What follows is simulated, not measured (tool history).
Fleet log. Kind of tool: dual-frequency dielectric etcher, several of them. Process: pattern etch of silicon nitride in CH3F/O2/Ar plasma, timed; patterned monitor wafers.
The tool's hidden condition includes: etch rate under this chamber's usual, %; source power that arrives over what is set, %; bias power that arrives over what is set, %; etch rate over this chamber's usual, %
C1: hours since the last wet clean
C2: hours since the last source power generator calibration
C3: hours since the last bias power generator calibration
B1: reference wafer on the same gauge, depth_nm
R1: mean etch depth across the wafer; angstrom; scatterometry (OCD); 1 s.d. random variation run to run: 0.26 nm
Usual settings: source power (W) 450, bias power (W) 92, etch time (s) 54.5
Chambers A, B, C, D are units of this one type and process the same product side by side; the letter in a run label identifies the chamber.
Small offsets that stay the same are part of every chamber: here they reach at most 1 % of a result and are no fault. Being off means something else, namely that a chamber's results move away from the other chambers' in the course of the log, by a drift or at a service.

Run 1C, day 0.292: usual settings; C1 291; C2 2621; C3 877.6; B1 43.171. Result: R1 436.79 angstrom.
Run 2D, day 0.646: usual settings; C1 266; C2 1640; C3 1199.9; B1 43.206. Result: R1 433.79 angstrom.
Run 3B, day 0.975: usual settings; C1 349.9; C2 1516.9; C3 2793.1; B1 43.148. Result: R1 433.41 angstrom.
Run 4A, day 1.467: usual settings; C1 36.2; C2 1219.8; C3 1920.6; B1 43.227. Result: R1 431.5 angstrom.
Run 5D, day 1.696: usual settings; C1 291.2; C2 1665.2; C3 1225.1; B1 43.239. Result: R1 437.84 angstrom.
At day 1.733: chamber B: wet clean of the chamber.
Run 6B, day 1.954: usual settings; C1 5.4; C2 1540.4; C3 2816.6; B1 43.197. Result: R1 431.67 angstrom.
Run 7A, day 2.238: usual settings; C1 54.7; C2 1238.3; C3 1939.1; B1 43.112. Result: R1 430.34 angstrom.
Run 8C, day 2.508: usual settings; C1 344.2; C2 2674.2; C3 930.8; B1 43.151. Result: R1 430.53 angstrom.
Run 9B, day 2.892: usual settings; C1 27.9; C2 1562.9; C3 2839.1; B1 43.127. Result: R1 430.79 angstrom.
Run 10A, day 3.392: usual settings but source power (W) 560, etch time (s) 64.5; C1 82.4; C2 1266; C3 1966.8; B1 43.128. Result: R1 557.16 angstrom.
Run 11C, day 3.679: usual settings but source power (W) 560, etch time (s) 64.5; C1 372.3; C2 2702.3; C3 958.9; B1 43.153. Result: R1 562.61 angstrom.
Run 12D, day 4.175: usual settings but source power (W) 560, etch time (s) 64.5; C1 350.7; C2 1724.7; C3 1284.6; B1 43.223. Result: R1 560.64 angstrom.
Run 13A, day 4.442: usual settings but source power (W) 560, etch time (s) 64.5; C1 107.6; C2 1291.2; C3 1992; B1 43.176. Result: R1 558.07 angstrom.
Run 14D, day 4.9: usual settings; C1 368.1; C2 1742.1; C3 1302; B1 43.195. Result: R1 437.97 angstrom.
Run 15B, day 5.425: usual settings; C1 88.7; C2 1623.7; C3 2899.9; B1 43.152. Result: R1 431.5 angstrom.
Run 16C, day 5.796: usual settings; C1 423.1; C2 2753.1; C3 1009.7; B1 43.132. Result: R1 436.2 angstrom.
Run 17A, day 6.217: usual settings; C1 150.2; C2 1333.8; C3 2034.6; B1 43.246. Result: R1 430.43 angstrom.
Run 18D, day 6.7: usual settings; C1 411.3; C2 1785.3; C3 1345.2; B1 43.197. Result: R1 431.75 angstrom.
Run 19B, day 7.196: usual settings; C1 131.2; C2 1666.2; C3 2942.4; B1 43.137. Result: R1 431.5 angstrom.
At day 7.221: chamber C: wet clean of the chamber.
Run 20C, day 7.504: usual settings; C1 6.9; C2 2794.1; C3 1050.7; B1 43.263. Result: R1 434.66 angstrom.
Run 21C, day 7.838: usual settings but etch time (s) 67.5; C1 14.9; C2 2802.1; C3 1058.7; B1 43.217. Result: R1 535.71 angstrom.
Run 22A, day 8.204: usual settings but etch time (s) 67.5; C1 197.9; C2 1381.5; C3 2082.3; B1 43.232. Result: R1 538.68 angstrom.
At day 8.412: chamber D: wet clean of the chamber.
Run 23D, day 8.538: usual settings but etch time (s) 67.5; C1 3.1; C2 1829.4; C3 1389.3; B1 43.15. Result: R1 537.53 angstrom.
Run 24B, day 8.779: usual settings but etch time (s) 67.5; C1 169.2; C2 1704.2; C3 2980.4; B1 43.228. Result: R1 537.54 angstrom.
Run 25D, day 9.054: usual settings; C1 15.5; C2 1841.8; C3 1401.7; B1 43.228. Result: R1 438.98 angstrom.
Run 26C, day 9.533: usual settings but bias power (W) 103, etch time (s) 63.5; C1 55.6; C2 2842.8; C3 1099.4; B1 43.185. Result: R1 527.42 angstrom.
Run 27B, day 9.967: usual settings but bias power (W) 103, etch time (s) 63.5; C1 197.7; C2 1732.7; C3 3008.9; B1 43.14. Result: R1 524.78 angstrom.
Run 28A, day 10.242: usual settings but bias power (W) 103, etch time (s) 63.5; C1 246.8; C2 1430.4; C3 2131.2; B1 43.213. Result: R1 524.62 angstrom.
Run 29B, day 10.625: usual settings but bias power (W) 103, etch time (s) 63.5; C1 213.5; C2 1748.5; C3 3024.7; B1 43.205. Result: R1 520.16 angstrom.

The same settings go to every chamber for the next run, one line per chamber below. Forecast the results for each:
Run 30A, day 11: usual settings. Result: R1 ?.
Run 30B, day 11: usual settings. Result: R1 ?.
Run 30C, day 11: usual settings. Result: R1 ?.
Run 30D, day 11: usual settings. Result: R1 ?.

run      R1
30A  431.25
30B  431.82
30C  436.22
30D  438.14

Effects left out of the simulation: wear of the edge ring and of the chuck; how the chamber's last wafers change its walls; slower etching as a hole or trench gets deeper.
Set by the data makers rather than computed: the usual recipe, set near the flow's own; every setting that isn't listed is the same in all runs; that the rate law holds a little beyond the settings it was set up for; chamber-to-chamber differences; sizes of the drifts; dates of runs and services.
